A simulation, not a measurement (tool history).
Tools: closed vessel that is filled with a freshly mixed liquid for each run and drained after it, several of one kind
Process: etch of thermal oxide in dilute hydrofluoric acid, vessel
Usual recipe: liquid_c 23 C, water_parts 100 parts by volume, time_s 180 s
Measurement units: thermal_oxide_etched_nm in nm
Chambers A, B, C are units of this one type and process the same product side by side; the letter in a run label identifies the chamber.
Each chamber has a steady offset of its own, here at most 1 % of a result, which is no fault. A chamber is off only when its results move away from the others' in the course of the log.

run	hour	liquid_c	water_parts	time_s	hours since the thermometer was replaced	hours since the hydrofluoric acid flow meter was replaced	read-back film thickness of the thermal oxide reference wafer, read on the same gauge (nm)	thermal_oxide_etched_nm
1B	4.6	23	100	180	1817.1	424.9	129.99	8.2765
2A	7.5	23	100	180	585.8	454	130.03	8.2111
3C	10.9	23	100	180	98.8	366.9	130	8.1398
4B	13.6	23	100	180	1826.1	433.9	130	8.2961
5A	17.9	23	100	180	596.2	464.4	129.99	8.2322
6C	22	23	115	180	109.9	378	130	6.9786
7A	25.4	23	115	180	603.7	471.9	130.01	7.0321
8B	28.7	23	115	180	1841.2	449	130.01	7.107
9C	32.4	23	100	180	120.3	388.4	130	8.1651
10A	36.7	23	100	180	615	483.2	130	8.2751
11B	41.3	23	100	180	1853.8	461.6	129.97	8.259
12C	44.8	23	100	180	132.7	400.8	130	8.1604
13C	47.9	23	100	180	135.8	403.9	129.99	8.1733
14B	50.9	23	100	180	1863.4	471.2	130.02	8.2841
15A	55.1	23	100	180	633.4	501.6	129.99	8.2518
16A	59.2	23	100	180	637.5	505.7	130	8.2379
17B	62.5	23	100	180	1875	482.8	130	8.3362
18C	64.8	23	100	180	152.7	420.8	129.99	8.1584
19B	68.5	23	100	180	1881	488.8	130.01	8.3003
20A	72.3	26	100	180	650.6	518.8	129.98	9.2505
21C	75.5	26	100	180	163.4	431.5	130	9.1815
22C	78.1	26	100	180	166	434.1	129.98	9.2396
23B	82.6	23	100	180	1895.1	502.9	129.99	8.35
24A	86.2	23	100	180	664.5	532.7	130	8.2224
25B	88.5	23	100	180	1901	508.8	130.02	8.3942
26A	92.3	23	100	180	670.6	538.8	129.99	8.2514
27C	95	23	100	180	182.9	451	130	8.173
28A	99.4	23	100	180	677.7	545.9	129.99	8.1486
29C	102.9	23	100	180	190.8	458.9	130.02	8.1986
30B	105.5	23	100	180	1918	525.8	129.99	8.3888
31C	109	23	55	90	196.9	465	129.98	7.9183
32A	112.2	23	55	90	690.5	558.7	130.02	7.8698
33B	114.4	23	55	90	1926.9	534.7	129.99	8.0169
34A	118.8	23	100	180	697.1	565.3	130.01	8.2838
35B	121.7	23	100	180	1934.2	542	129.99	8.4397
36C	126	23	100	180	213.9	482	129.97	8.1637
37B	129.8	23	100	180	1942.3	550.1	130.03	8.4416
38C	133.3	23	100	180	221.2	489.3	129.98	8.1805
39A	136.2	23	100	180	714.5	582.7	130.02	8.189
40C	139.6	23	100	180	227.5	495.6	130.02	8.1638
41A	143.9	23	100	180	722.2	590.4	129.99	8.2344
42B	147.5	23	100	180	1960	567.8	129.98	8.4273
43A	150.1	23	100	180	728.4	596.6	130.03	8.2283

Predict what each chamber gives when all 3 of them run the settings below next.
44A	153.6	23	140	180				?
44B	153.6	23	140	180				?
44C	153.6	23	140	180				?

run	thermal_oxide_etched_nm
44A	5.6271
44B	5.7943
44C	5.5519
